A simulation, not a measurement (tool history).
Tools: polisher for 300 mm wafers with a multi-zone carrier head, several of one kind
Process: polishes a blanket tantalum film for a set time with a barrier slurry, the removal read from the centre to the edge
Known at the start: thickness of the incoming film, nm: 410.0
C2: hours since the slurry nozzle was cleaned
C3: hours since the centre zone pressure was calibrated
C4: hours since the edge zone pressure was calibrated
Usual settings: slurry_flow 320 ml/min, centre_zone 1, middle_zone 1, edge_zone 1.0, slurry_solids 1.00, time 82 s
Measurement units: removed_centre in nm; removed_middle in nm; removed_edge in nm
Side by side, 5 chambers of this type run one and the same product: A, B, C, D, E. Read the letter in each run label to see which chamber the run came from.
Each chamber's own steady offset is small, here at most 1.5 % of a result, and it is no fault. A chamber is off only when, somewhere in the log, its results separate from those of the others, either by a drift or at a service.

run 1A hour=2.7 | slurry_flow=320 centre_zone=1 middle_zone=1 edge_zone=1.0 slurry_solids=1.00 time=82 | wafers_polished_on_this_pad=348 C2=603.0 C3=477.0 C4=203.5 | removed_centre=103.440 removed_middle=105.120 removed_edge=106.220
run 2D hour=6.7 | slurry_flow=320 centre_zone=1 middle_zone=1 edge_zone=1.0 slurry_solids=1.00 time=82 | wafers_polished_on_this_pad=932 C2=138.9 C3=71.6 C4=50.9 | removed_centre=103.280 removed_middle=105.120 removed_edge=104.090
run 3B hour=10.4 | slurry_flow=320 centre_zone=1 middle_zone=1 edge_zone=1.0 slurry_solids=1.00 time=82 | wafers_polished_on_this_pad=360 C2=840.8 C3=657.0 C4=231.8 | removed_centre=103.820 removed_middle=104.920 removed_edge=105.450
run 4E hour=13.9 | slurry_flow=320 centre_zone=1 middle_zone=1 edge_zone=1.0 slurry_solids=1.00 time=82 | wafers_polished_on_this_pad=688 C2=26.6 C3=967.7 C4=417.7 | removed_centre=105.650 removed_middle=105.960 removed_edge=104.470
run 5C hour=16.5 | slurry_flow=320 centre_zone=1 middle_zone=1 edge_zone=1.0 slurry_solids=1.00 time=82 | wafers_polished_on_this_pad=704 C2=369.3 C3=201.0 C4=709.7 | removed_centre=105.250 removed_middle=104.440 removed_edge=106.170
run 6A hour=19.3 | slurry_flow=320 centre_zone=1 middle_zone=1 edge_zone=1.0 slurry_solids=1.00 time=82 | wafers_polished_on_this_pad=594 C2=619.6 C3=493.6 C4=220.1 | removed_centre=105.160 removed_middle=104.290 removed_edge=103.640
run 7B hour=21.5 | slurry_flow=320 centre_zone=1 middle_zone=1 edge_zone=1.0 slurry_solids=1.00 time=82 | wafers_polished_on_this_pad=524 C2=851.9 C3=668.1 C4=242.9 | removed_centre=104.790 removed_middle=105.470 removed_edge=105.070
-- hour=22.6 chamber A: worn pad replaced by a new one
run 8C hour=25.0 | slurry_flow=320 centre_zone=1 middle_zone=1 edge_zone=1.0 slurry_solids=1.00 time=82 | wafers_polished_on_this_pad=829 C2=377.8 C3=209.5 C4=718.2 | removed_centre=104.070 removed_middle=104.870 removed_edge=105.870
run 9D hour=29.5 | slurry_flow=320 centre_zone=1 middle_zone=1 edge_zone=1.0 slurry_solids=1.00 time=82 | wafers_polished_on_this_pad=1269 C2=161.7 C3=94.4 C4=73.7 | removed_centre=105.640 removed_middle=105.500 removed_edge=103.130
-- hour=32.9 chamber B: worn pad replaced by a new one
run 10E hour=33.3 | slurry_flow=320 centre_zone=1 middle_zone=1 edge_zone=1.0 slurry_solids=1.00 time=82 | wafers_polished_on_this_pad=974 C2=46.0 C3=987.1 C4=437.1 | removed_centre=107.120 removed_middle=105.520 removed_edge=104.510
-- hour=37.7 chamber D: worn pad replaced by a new one
run 11E hour=37.9 | slurry_flow=320 centre_zone=1 middle_zone=1 edge_zone=1.0 slurry_solids=1.00 time=82 | wafers_polished_on_this_pad=1042 C2=50.6 C3=991.7 C4=441.7 | removed_centre=105.080 removed_middle=105.000 removed_edge=104.900
-- hour=40.7 chamber E: worn pad replaced by a new one
run 12C hour=41.3 | slurry_flow=320 centre_zone=1 middle_zone=1 edge_zone=1.0 slurry_solids=1.00 time=82 | wafers_polished_on_this_pad=1070 C2=394.1 C3=225.8 C4=734.5 | removed_centre=103.370 removed_middle=104.180 removed_edge=102.950
run 13A hour=44.2 | slurry_flow=320 centre_zone=1 middle_zone=1 edge_zone=1.0 slurry_solids=1.00 time=82 | wafers_polished_on_this_pad=320 C2=644.5 C3=518.5 C4=245.0 | removed_centre=107.150 removed_middle=103.050 removed_edge=104.970
run 14B hour=47.4 | slurry_flow=320 centre_zone=1 middle_zone=1 edge_zone=1.0 slurry_solids=1.00 time=82 | wafers_polished_on_this_pad=214 C2=877.8 C3=694.0 C4=268.8 | removed_centre=103.030 removed_middle=105.070 removed_edge=104.230
run 15D hour=51.4 | slurry_flow=320 centre_zone=1 middle_zone=1 edge_zone=1.0 slurry_solids=1.00 time=82 | wafers_polished_on_this_pad=203 C2=183.6 C3=116.3 C4=95.6 | removed_centre=102.360 removed_middle=104.790 removed_edge=106.090
run 16E hour=53.7 | slurry_flow=320 centre_zone=1 middle_zone=1 edge_zone=1.0 slurry_solids=1.00 time=82 | wafers_polished_on_this_pad=192 C2=66.4 C3=1007.5 C4=457.5 | removed_centre=106.440 removed_middle=106.920 removed_edge=103.940
run 17A hour=56.2 | slurry_flow=320 centre_zone=1 middle_zone=1 edge_zone=1.0 slurry_solids=1.00 time=82 | wafers_polished_on_this_pad=497 C2=656.5 C3=530.5 C4=257.0 | removed_centre=104.270 removed_middle=103.330 removed_edge=104.960
-- hour=60.4 chamber A: worn pad replaced by a new one
run 18B hour=60.4 | slurry_flow=320 centre_zone=1 middle_zone=1 edge_zone=1.0 slurry_solids=0.75 time=82 | wafers_polished_on_this_pad=406 C2=890.8 C3=707.0 C4=281.8 | removed_centre=93.591 removed_middle=96.691 removed_edge=96.671
run 19C hour=63.9 | slurry_flow=320 centre_zone=1 middle_zone=1 edge_zone=1.0 slurry_solids=0.75 time=82 | wafers_polished_on_this_pad=1404 C2=416.7 C3=248.4 C4=757.1 | removed_centre=92.597 removed_middle=94.116 removed_edge=91.735
run 20D hour=66.6 | slurry_flow=320 centre_zone=1 middle_zone=1 edge_zone=1.0 slurry_solids=0.75 time=82 | wafers_polished_on_this_pad=428 C2=198.8 C3=131.5 C4=110.8 | removed_centre=95.983 removed_middle=96.350 removed_edge=97.472
run 21A hour=70.3 | slurry_flow=320 centre_zone=1 middle_zone=1 edge_zone=1.0 slurry_solids=0.75 time=82 | wafers_polished_on_this_pad=146 C2=670.6 C3=544.6 C4=271.1 | removed_centre=95.357 removed_middle=95.851 removed_edge=95.471
run 22D hour=74.1 | slurry_flow=320 centre_zone=1 middle_zone=1 edge_zone=1.0 slurry_solids=0.75 time=82 | wafers_polished_on_this_pad=539 C2=206.3 C3=139.0 C4=118.3 | removed_centre=95.294 removed_middle=97.197 removed_edge=94.679
run 23E hour=77.2 | slurry_flow=320 centre_zone=1 middle_zone=1 edge_zone=1.0 slurry_solids=1.00 time=82 | wafers_polished_on_this_pad=539 C2=89.9 C3=1031.0 C4=481.0 | removed_centre=107.550 removed_middle=105.450 removed_edge=104.870
run 24C hour=80.6 | slurry_flow=320 centre_zone=1 middle_zone=1 edge_zone=1.0 slurry_solids=1.00 time=82 | wafers_polished_on_this_pad=1651 C2=433.4 C3=265.1 C4=773.8 | removed_centre=102.310 removed_middle=101.050 removed_edge=99.970
run 25B hour=84.4 | slurry_flow=320 centre_zone=1 middle_zone=1 edge_zone=1.0 slurry_solids=1.00 time=82 | wafers_polished_on_this_pad=761 C2=914.8 C3=731.0 C4=305.8 | removed_centre=101.900 removed_middle=105.350 removed_edge=105.600
-- hour=85.4 chamber B: worn pad replaced by a new one
-- hour=85.6 chamber B: slurry nozzle cleaned
run 26B hour=87.5 | slurry_flow=320 centre_zone=1 middle_zone=1 edge_zone=1.0 slurry_solids=1.00 time=82 | wafers_polished_on_this_pad=31 C2=2.0 C3=734.1 C4=308.9 | removed_centre=103.810 removed_middle=103.230 removed_edge=104.780
run 27C hour=92.2 | slurry_flow=320 centre_zone=1 middle_zone=1 edge_zone=1.0 slurry_solids=1.00 time=82 | wafers_polished_on_this_pad=1822 C2=445.0 C3=276.7 C4=785.4 | removed_centre=100.150 removed_middle=101.530 removed_edge=98.902
run 28A hour=96.0 | slurry_flow=320 centre_zone=1 middle_zone=1 edge_zone=1.0 slurry_solids=1.00 time=82 | wafers_polished_on_this_pad=526 C2=696.3 C3=570.3 C4=296.8 | removed_centre=105.450 removed_middle=104.640 removed_edge=105.860
run 29D hour=99.7 | slurry_flow=320 centre_zone=1 middle_zone=1 edge_zone=1.0 slurry_solids=1.00 time=82 | wafers_polished_on_this_pad=917 C2=231.9 C3=164.6 C4=143.9 | removed_centre=102.450 removed_middle=104.630 removed_edge=105.070
-- hour=101.9 chamber A: worn pad replaced by a new one
run 30E hour=103.6 | slurry_flow=320 centre_zone=1 middle_zone=1 edge_zone=1.0 slurry_solids=1.00 time=82 | wafers_polished_on_this_pad=929 C2=116.3 C3=1057.4 C4=507.4 | removed_centre=106.390 removed_middle=106.300 removed_edge=105.010
-- hour=107.4 chamber C: slurry nozzle cleaned
run 31A hour=108.0 | slurry_flow=320 centre_zone=1 middle_zone=1 edge_zone=1.0 slurry_solids=1.00 time=82 | wafers_polished_on_this_pad=91 C2=708.3 C3=582.3 C4=308.8 | removed_centre=107.280 removed_middle=103.810 removed_edge=106.870
run 32E hour=111.3 | slurry_flow=320 centre_zone=1 middle_zone=1 edge_zone=1.0 slurry_solids=1.00 time=82 | wafers_polished_on_this_pad=1043 C2=124.0 C3=1065.1 C4=515.1 | removed_centre=105.860 removed_middle=104.750 removed_edge=105.020
run 33B hour=114.8 | slurry_flow=320 centre_zone=1 middle_zone=1 edge_zone=1.0 slurry_solids=1.00 time=82 | wafers_polished_on_this_pad=434 C2=29.3 C3=761.4 C4=336.2 | removed_centre=105.050 removed_middle=104.770 removed_edge=104.750
run 34D hour=117.3 | slurry_flow=320 centre_zone=1 middle_zone=1 edge_zone=1.0 slurry_solids=1.00 time=82 | wafers_polished_on_this_pad=1177 C2=249.5 C3=182.2 C4=161.5 | removed_centre=104.080 removed_middle=103.550 removed_edge=104.370
run 35C hour=121.0 | slurry_flow=320 centre_zone=1 middle_zone=1 edge_zone=1.0 slurry_solids=1.00 time=82 | wafers_polished_on_this_pad=2248 C2=13.6 C3=305.5 C4=814.2 | removed_centre=97.175 removed_middle=98.299 removed_edge=98.772
run 36D hour=125.4 | slurry_flow=320 centre_zone=1 middle_zone=1 edge_zone=1.0 slurry_solids=1.00 time=82 | wafers_polished_on_this_pad=1297 C2=257.6 C3=190.3 C4=169.6 | removed_centre=103.340 removed_middle=103.290 removed_edge=104.090
run 37B hour=129.8 | slurry_flow=320 centre_zone=1 middle_zone=1 edge_zone=1.0 slurry_solids=1.20 time=56 | wafers_polished_on_this_pad=656 C2=44.3 C3=776.4 C4=351.2 | removed_centre=73.737 removed_middle=75.947 removed_edge=74.938
run 38A hour=132.4 | slurry_flow=320 centre_zone=1 middle_zone=1 edge_zone=1.0 slurry_solids=1.20 time=56 | wafers_polished_on_this_pad=452 C2=732.7 C3=606.7 C4=333.2 | removed_centre=75.464 removed_middle=74.457 removed_edge=76.076
run 39C hour=135.4 | slurry_flow=320 centre_zone=1 middle_zone=1 edge_zone=1.0 slurry_solids=1.20 time=56 | wafers_polished_on_this_pad=2461 C2=28.0 C3=319.9 C4=828.6 | removed_centre=70.767 removed_middle=70.227 removed_edge=70.315

Next, all 5 chambers run the settings below, one line each with question marks for the results. What does each chamber give?
run 40A hour=138.9 | slurry_flow=320 centre_zone=1 middle_zone=1 edge_zone=0.9 slurry_solids=1.00 time=82 | removed_centre=? removed_middle=? removed_edge=?
run 40B hour=138.9 | slurry_flow=320 centre_zone=1 middle_zone=1 edge_zone=0.9 slurry_solids=1.00 time=82 | removed_centre=? removed_middle=? removed_edge=?
run 40C hour=138.9 | slurry_flow=320 centre_zone=1 middle_zone=1 edge_zone=0.9 slurry_solids=1.00 time=82 | removed_centre=? removed_middle=? removed_edge=?
run 40D hour=138.9 | slurry_flow=320 centre_zone=1 middle_zone=1 edge_zone=0.9 slurry_solids=1.00 time=82 | removed_centre=? removed_middle=? removed_edge=?
run 40E hour=138.9 | slurry_flow=320 centre_zone=1 middle_zone=1 edge_zone=0.9 slurry_solids=1.00 time=82 | removed_centre=? removed_middle=? removed_edge=?

run=40A removed_centre=105.960 removed_middle=104.970 removed_edge=99.305
run=40B removed_centre=104.950 removed_middle=102.890 removed_edge=98.688
run=40C removed_centre=96.438 removed_middle=97.865 removed_edge=90.956
run=40D removed_centre=103.950 removed_middle=104.610 removed_edge=99.715
run=40E removed_centre=106.650 removed_middle=105.820 removed_edge=99.702
